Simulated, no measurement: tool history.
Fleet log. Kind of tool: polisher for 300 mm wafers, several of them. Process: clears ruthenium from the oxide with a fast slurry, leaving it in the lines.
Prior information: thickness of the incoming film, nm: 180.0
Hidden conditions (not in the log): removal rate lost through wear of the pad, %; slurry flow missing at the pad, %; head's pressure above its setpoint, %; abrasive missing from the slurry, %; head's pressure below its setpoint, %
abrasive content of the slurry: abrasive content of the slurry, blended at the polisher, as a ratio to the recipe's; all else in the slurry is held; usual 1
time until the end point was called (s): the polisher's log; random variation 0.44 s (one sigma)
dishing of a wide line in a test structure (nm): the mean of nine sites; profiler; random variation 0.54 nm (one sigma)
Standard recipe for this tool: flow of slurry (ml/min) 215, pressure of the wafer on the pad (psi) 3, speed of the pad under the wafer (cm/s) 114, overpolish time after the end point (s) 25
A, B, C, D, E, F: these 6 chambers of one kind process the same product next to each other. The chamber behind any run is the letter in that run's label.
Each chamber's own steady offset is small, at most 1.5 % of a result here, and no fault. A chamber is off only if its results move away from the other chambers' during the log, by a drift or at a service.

| run | hour | flow of slurry (ml/min) | pressure of the wafer on the pad (psi) | speed of the pad under the wafer (cm/s) | abrasive content of the slurry | overpolish time after the end point (s) | wafers polished on this pad | hours since the slurry nozzle was cleaned | hours since the head pressure was calibrated | hours since the slurry blender was calibrated | time until the end point was called (s) | dishing of a wide line in a test structure (nm) |
|---|---|---|---|---|---|---|---|---|---|---|---|---|
| 1B | 5.5 | 215 | 3 | 114 | 1 | 25 | 337 | 70 | 74 | 205.2 | 43.67 | 48.711 |
| 2D | 10.5 | 215 | 3 | 114 | 1 | 25 | 212 | 112.2 | 130.8 | 144.7 | 42.691 | 48.896 |
|  | 11.1 | chamber C: slurry blender recalibrated |
| 3A | 13.9 | 215 | 3 | 114 | 1 | 25 | 471 | 652.1 | 352.6 | 88 | 42.139 | 48.523 |
| 4C | 19.4 | 215 | 3 | 114 | 1 | 25 | 580 | 187.3 | 175.8 | 8.4 | 43.055 | 49.206 |
|  | 19.5 | chamber C: worn pad replaced by a new one |
| 5E | 23.4 | 215 | 3 | 114 | 1 | 25 | 1040 | 279.7 | 1162.7 | 254.3 | 43.509 | 47.265 |
| 6F | 26.5 | 215 | 3 | 114 | 1 | 25 | 346 | 710.7 | 132.2 | 32.8 | 42.854 | 48.342 |
| 7F | 32.9 | 215 | 3 | 114 | 1 | 25 | 404 | 717.1 | 138.6 | 39.2 | 43.067 | 48.375 |
|  | 35.7 | chamber A: slurry nozzle cleaned |
| 8D | 38.2 | 215 | 3.5 | 136 | 1 | 25 | 459 | 139.9 | 158.5 | 172.4 | 31.526 | 54.535 |
| 9C | 44.1 | 215 | 3.5 | 136 | 1 | 25 | 220 | 212 | 200.5 | 33.1 | 31.413 | 55.813 |
|  | 44.8 | chamber E: worn pad replaced by a new one |
|  | 45.3 | chamber E: head pressure recalibrated |
|  | 46.6 | chamber A: worn pad replaced by a new one |
| 10A | 47.8 | 215 | 3.5 | 136 | 1 | 25 | 10 | 12.2 | 386.5 | 121.9 | 30.702 | 54.656 |
| 11E | 51.9 | 215 | 3.5 | 136 | 1 | 25 | 64 | 308.2 | 6.7 | 282.8 | 29.96 | 54.78 |
|  | 52.8 | chamber F: slurry nozzle cleaned |
| 12B | 54.7 | 215 | 3.5 | 136 | 1 | 25 | 777 | 119.2 | 123.2 | 254.4 | 31.131 | 54.532 |
| 13D | 58.7 | 215 | 3.5 | 136 | 1 | 25 | 643 | 160.4 | 179 | 192.9 | 31.059 | 54.707 |
|  | 59.1 | chamber F: worn pad replaced by a new one |
| 14E | 63.5 | 215 | 3 | 114 | 1 | 25 | 167 | 319.8 | 18.3 | 294.4 | 42.4 | 47.881 |
| 15C | 66.6 | 215 | 3 | 114 | 1 | 25 | 421 | 234.5 | 223 | 55.6 | 42.814 | 47.52 |
| 16B | 70.6 | 215 | 3 | 114 | 1 | 25 | 919 | 135.1 | 139.1 | 270.3 | 44.225 | 48.364 |
| 17A | 76.3 | 215 | 3 | 114 | 1 | 25 | 265 | 40.7 | 415 | 150.4 | 43.136 | 47.66 |
|  | 78.3 | chamber D: worn pad replaced by a new one |
| 18F | 79.6 | 215 | 3 | 114 | 1 | 25 | 183 | 26.8 | 185.3 | 85.9 | 42.645 | 48.024 |
| 19C | 84.4 | 215 | 3 | 114 | 1 | 25 | 580 | 252.3 | 240.8 | 73.4 | 43.175 | 47.529 |
|  | 85.9 | chamber D: slurry blender recalibrated |
| 20D | 88.2 | 215 | 3 | 114 | 1 | 25 | 88 | 189.9 | 208.5 | 2.4 | 42.633 | 49.423 |
|  | 88.4 | chamber C: worn pad replaced by a new one |
| 21A | 94.5 | 215 | 3 | 114 | 1 | 25 | 428 | 58.9 | 433.2 | 168.6 | 41.81 | 47.982 |
| 22F | 99.3 | 215 | 3 | 114 | 1 | 25 | 359 | 46.5 | 205 | 105.6 | 43.237 | 48.746 |
| 23E | 103.7 | 215 | 3 | 114 | 1 | 25 | 527 | 360 | 58.5 | 334.6 | 41.778 | 47.845 |
| 24B | 106.9 | 215 | 3 | 114 | 1 | 25 | 1244 | 171.4 | 175.4 | 306.6 | 45.005 | 48.068 |
| 25B | 110.8 | 215 | 2.6 | 114 | 1 | 25 | 1278 | 175.3 | 179.3 | 310.5 | 53.524 | 44.377 |
| 26D | 115.6 | 215 | 2.6 | 114 | 1 | 25 | 333 | 217.3 | 235.9 | 29.8 | 49.829 | 45.957 |
| 27C | 120.8 | 215 | 2.6 | 114 | 1 | 25 | 290 | 288.7 | 277.2 | 109.8 | 49.916 | 46.432 |
| 28A | 126 | 215 | 2.6 | 114 | 1 | 25 | 709 | 90.4 | 464.7 | 200.1 | 48.673 | 44.687 |
| 29F | 129.9 | 215 | 2.6 | 114 | 1 | 25 | 633 | 77.1 | 235.6 | 136.2 | 49.218 | 46.325 |
|  | 130 | chamber F: worn pad replaced by a new one |
|  | 130.5 | chamber A: worn pad replaced by a new one |
| 30E | 133.5 | 215 | 2.6 | 114 | 1 | 25 | 793 | 389.8 | 88.3 | 364.4 | 50.1 | 45.759 |
| 31B | 138.6 | 215 | 3 | 114 | 1 | 25 | 1527 | 203.1 | 207.1 | 338.3 | 45.133 | 47.009 |
|  | 142 | chamber B: slurry blender recalibrated |
| 32C | 143.2 | 215 | 2.5 | 114 | 1 | 25 | 490 | 311.1 | 299.6 | 132.2 | 52.335 | 44.691 |
|  | 146.1 | chamber C: worn pad replaced by a new one |
| 33F | 147.7 | 215 | 2.5 | 114 | 1 | 25 | 158 | 94.9 | 253.4 | 154 | 51.758 | 45.502 |
| 34D | 153.3 | 215 | 2.5 | 114 | 1 | 25 | 670 | 255 | 273.6 | 67.5 | 50.698 | 44.859 |
|  | 156.5 | chamber D: worn pad replaced by a new one |
| 35E | 159.7 | 215 | 2.5 | 114 | 1 | 25 | 1027 | 416 | 114.5 | 390.6 | 50.811 | 43.863 |
| 36A | 165.7 | 215 | 2.5 | 114 | 1 | 25 | 314 | 130.1 | 504.4 | 239.8 | 51.193 | 44.194 |
| 37F | 171.4 | 215 | 2.5 | 114 | 1 | 25 | 370 | 118.6 | 277.1 | 177.7 | 51.53 | 44.138 |
| 38D | 174.9 | 215 | 3 | 114 | 1 | 25 | 165 | 276.6 | 295.2 | 89.1 | 42.668 | 48.773 |
|  | 177.9 | chamber B: slurry nozzle cleaned |
| 39E | 180.2 | 215 | 3 | 114 | 1 | 25 | 1210 | 436.5 | 135 | 411.1 | 42.861 | 46.816 |
| 40B | 184.2 | 215 | 3 | 114 | 1 | 25 | 1934 | 6.4 | 252.7 | 42.3 | 46.824 | 47.057 |
| 41A | 188.1 | 215 | 3 | 114 | 1 | 25 | 515 | 152.5 | 526.8 | 262.2 | 41.821 | 48.199 |
| 42C | 191.3 | 215 | 3 | 114 | 1 | 25 | 404 | 359.2 | 347.7 | 180.3 | 42.414 | 49.742 |
| 43E | 197.1 | 215 | 3 | 114 | 1 | 25 | 1361 | 453.4 | 151.9 | 428 | 42.112 | 49.083 |

Each of the 6 chambers runs these same settings next. Fill in every chamber's results:
| 44A | 201.7 | 215 | 3 | 114 | 1 | 25 |  |  |  |  | ? | ? |
| 44B | 201.7 | 215 | 3 | 114 | 1 | 25 |  |  |  |  | ? | ? |
| 44C | 201.7 | 215 | 3 | 114 | 1 | 25 |  |  |  |  | ? | ? |
| 44D | 201.7 | 215 | 3 | 114 | 1 | 25 |  |  |  |  | ? | ? |
| 44E | 201.7 | 215 | 3 | 114 | 1 | 25 |  |  |  |  | ? | ? |
| 44F | 201.7 | 215 | 3 | 114 | 1 | 25 |  |  |  |  | ? | ? |

| run | time until the end point was called (s) | dishing of a wide line in a test structure (nm) |
|---|---|---|
| 44A | 42.511 | 48.801 |
| 44B | 47.976 | 47.024 |
| 44C | 42.6 | 49.823 |
| 44D | 42.524 | 47.198 |
| 44E | 41.989 | 47.996 |
| 44F | 43.196 | 48.49 |
